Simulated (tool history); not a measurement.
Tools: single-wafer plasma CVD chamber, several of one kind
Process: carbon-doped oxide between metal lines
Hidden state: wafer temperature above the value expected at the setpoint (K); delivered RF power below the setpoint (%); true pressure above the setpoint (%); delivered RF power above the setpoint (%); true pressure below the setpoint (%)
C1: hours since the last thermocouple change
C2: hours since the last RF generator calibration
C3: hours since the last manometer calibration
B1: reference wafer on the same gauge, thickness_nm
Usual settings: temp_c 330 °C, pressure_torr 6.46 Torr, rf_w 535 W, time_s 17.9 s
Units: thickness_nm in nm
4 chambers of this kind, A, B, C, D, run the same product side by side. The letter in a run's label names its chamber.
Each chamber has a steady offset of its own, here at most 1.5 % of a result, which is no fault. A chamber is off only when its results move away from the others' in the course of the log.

run 1A hour=11.3 | temp_c=330 pressure_torr=6.46 rf_w=535 time_s=17.9 | C1=1422.9 C2=689.2 C3=549.1 | B1=105.00 | thickness_nm=106.530
run 2C hour=17.6 | temp_c=330 pressure_torr=6.46 rf_w=535 time_s=17.9 | C1=324.2 C2=1170.0 C3=433.0 | B1=105.08 | thickness_nm=106.300
run 3B hour=27.1 | temp_c=330 pressure_torr=6.46 rf_w=535 time_s=17.9 | C1=380.9 C2=1792.7 C3=1696.8 | B1=104.97 | thickness_nm=105.120
run 4D hour=37.4 | temp_c=330 pressure_torr=6.46 rf_w=535 time_s=17.9 | C1=882.1 C2=178.6 C3=1473.6 | B1=105.05 | thickness_nm=105.890
run 5A hour=43.9 | temp_c=330 pressure_torr=6.46 rf_w=535 time_s=17.9 | C1=1455.5 C2=721.8 C3=581.7 | B1=105.00 | thickness_nm=106.620
run 6D hour=53.7 | temp_c=339 pressure_torr=6.46 rf_w=535 time_s=16.0 | C1=898.4 C2=194.9 C3=1489.9 | B1=104.98 | thickness_nm=91.512
run 7C hour=61.1 | temp_c=339 pressure_torr=6.46 rf_w=535 time_s=16.0 | C1=367.7 C2=1213.5 C3=476.5 | B1=105.02 | thickness_nm=92.175
run 8B hour=73.8 | temp_c=339 pressure_torr=6.46 rf_w=535 time_s=16.0 | C1=427.6 C2=1839.4 C3=1743.5 | B1=104.98 | thickness_nm=91.566
run 9C hour=86.6 | temp_c=339 pressure_torr=6.46 rf_w=535 time_s=16.0 | C1=393.2 C2=1239.0 C3=502.0 | B1=105.08 | thickness_nm=91.462
run 10B hour=96.1 | temp_c=330 pressure_torr=6.46 rf_w=535 time_s=17.9 | C1=449.9 C2=1861.7 C3=1765.8 | B1=105.00 | thickness_nm=104.880
run 11D hour=105.8 | temp_c=330 pressure_torr=6.46 rf_w=535 time_s=17.9 | C1=950.5 C2=247.0 C3=1542.0 | B1=104.98 | thickness_nm=106.240
run 12A hour=111.6 | temp_c=330 pressure_torr=6.46 rf_w=535 time_s=17.9 | C1=1523.2 C2=789.5 C3=649.4 | B1=104.98 | thickness_nm=105.270
run 13C hour=120.2 | temp_c=330 pressure_torr=6.46 rf_w=535 time_s=17.9 | C1=426.8 C2=1272.6 C3=535.6 | B1=105.05 | thickness_nm=105.760
run 14A hour=127.8 | temp_c=330 pressure_torr=6.46 rf_w=535 time_s=17.9 | C1=1539.4 C2=805.7 C3=665.6 | B1=105.00 | thickness_nm=106.020
run 15B hour=134.3 | temp_c=330 pressure_torr=6.46 rf_w=535 time_s=17.9 | C1=488.1 C2=1899.9 C3=1804.0 | B1=105.10 | thickness_nm=104.650
run 16D hour=140.1 | temp_c=330 pressure_torr=6.46 rf_w=535 time_s=17.9 | C1=984.8 C2=281.3 C3=1576.3 | B1=104.99 | thickness_nm=105.680
run 17B hour=148.0 | temp_c=330 pressure_torr=6.46 rf_w=535 time_s=17.9 | C1=501.8 C2=1913.6 C3=1817.7 | B1=105.06 | thickness_nm=105.140
run 18A hour=154.7 | temp_c=330 pressure_torr=6.46 rf_w=535 time_s=17.9 | C1=1566.3 C2=832.6 C3=692.5 | B1=104.91 | thickness_nm=104.900
run 19C hour=166.2 | temp_c=330 pressure_torr=6.46 rf_w=535 time_s=17.9 | C1=472.8 C2=1318.6 C3=581.6 | B1=104.93 | thickness_nm=105.890
run 20D hour=176.0 | temp_c=330 pressure_torr=7.14 rf_w=535 time_s=19.2 | C1=1020.7 C2=317.2 C3=1612.2 | B1=104.96 | thickness_nm=114.120
-- hour=180.2 chamber D: thermocouple changed; heater temperature recalibrated
run 21B hour=182.3 | temp_c=330 pressure_torr=7.14 rf_w=535 time_s=19.2 | C1=536.1 C2=1947.9 C3=1852.0 | B1=105.07 | thickness_nm=112.640
run 22D hour=190.9 | temp_c=330 pressure_torr=7.14 rf_w=535 time_s=19.2 | C1=10.7 C2=332.1 C3=1627.1 | B1=104.98 | thickness_nm=113.970
run 23C hour=198.3 | temp_c=330 pressure_torr=7.14 rf_w=535 time_s=19.2 | C1=504.9 C2=1350.7 C3=613.7 | B1=105.03 | thickness_nm=114.340
run 24A hour=206.8 | temp_c=330 pressure_torr=6.46 rf_w=535 time_s=17.9 | C1=1618.4 C2=884.7 C3=744.6 | B1=105.01 | thickness_nm=104.750
run 25D hour=219.3 | temp_c=330 pressure_torr=6.46 rf_w=535 time_s=17.9 | C1=39.1 C2=360.5 C3=1655.5 | B1=105.00 | thickness_nm=105.610
run 26C hour=229.8 | temp_c=330 pressure_torr=6.46 rf_w=535 time_s=17.9 | C1=536.4 C2=1382.2 C3=645.2 | B1=105.02 | thickness_nm=105.640
run 27A hour=242.2 | temp_c=330 pressure_torr=6.46 rf_w=535 time_s=17.9 | C1=1653.8 C2=920.1 C3=780.0 | B1=105.02 | thickness_nm=105.140
run 28B hour=254.0 | temp_c=330 pressure_torr=6.46 rf_w=535 time_s=17.9 | C1=607.8 C2=2019.6 C3=1923.7 | B1=104.97 | thickness_nm=105.220
run 29C hour=264.0 | temp_c=330 pressure_torr=6.46 rf_w=535 time_s=17.9 | C1=570.6 C2=1416.4 C3=679.4 | B1=105.13 | thickness_nm=105.790
run 30B hour=274.5 | temp_c=330 pressure_torr=6.46 rf_w=535 time_s=17.9 | C1=628.3 C2=2040.1 C3=1944.2 | B1=104.97 | thickness_nm=104.430
run 31D hour=280.5 | temp_c=330 pressure_torr=6.46 rf_w=535 time_s=17.9 | C1=100.3 C2=421.7 C3=1716.7 | B1=104.97 | thickness_nm=106.350
run 32A hour=289.7 | temp_c=330 pressure_torr=6.46 rf_w=535 time_s=17.9 | C1=1701.3 C2=967.6 C3=827.5 | B1=104.96 | thickness_nm=103.910
run 33C hour=299.8 | temp_c=330 pressure_torr=6.46 rf_w=485 time_s=17.9 | C1=606.4 C2=1452.2 C3=715.2 | B1=104.94 | thickness_nm=99.145
run 34D hour=305.4 | temp_c=330 pressure_torr=6.46 rf_w=485 time_s=17.9 | C1=125.2 C2=446.6 C3=1741.6 | B1=105.02 | thickness_nm=99.632
run 35A hour=318.0 | temp_c=330 pressure_torr=6.46 rf_w=485 time_s=17.9 | C1=1729.6 C2=995.9 C3=855.8 | B1=104.97 | thickness_nm=97.648
run 36B hour=328.9 | temp_c=330 pressure_torr=6.46 rf_w=485 time_s=17.9 | C1=682.7 C2=2094.5 C3=1998.6 | B1=105.05 | thickness_nm=98.576
run 37D hour=340.9 | temp_c=330 pressure_torr=6.46 rf_w=535 time_s=17.9 | C1=160.7 C2=482.1 C3=1777.1 | B1=105.01 | thickness_nm=105.190

Next, every chamber runs the same settings. What will each give?
run 38A hour=350.2 | temp_c=330 pressure_torr=6.46 rf_w=535 time_s=17.9 | thickness_nm=?
run 38B hour=350.2 | temp_c=330 pressure_torr=6.46 rf_w=535 time_s=17.9 | thickness_nm=?
run 38C hour=350.2 | temp_c=330 pressure_torr=6.46 rf_w=535 time_s=17.9 | thickness_nm=?
run 38D hour=350.2 | temp_c=330 pressure_torr=6.46 rf_w=535 time_s=17.9 | thickness_nm=?

run=38A thickness_nm=103.860
run=38B thickness_nm=105.200
run=38C thickness_nm=105.470
run=38D thickness_nm=105.580
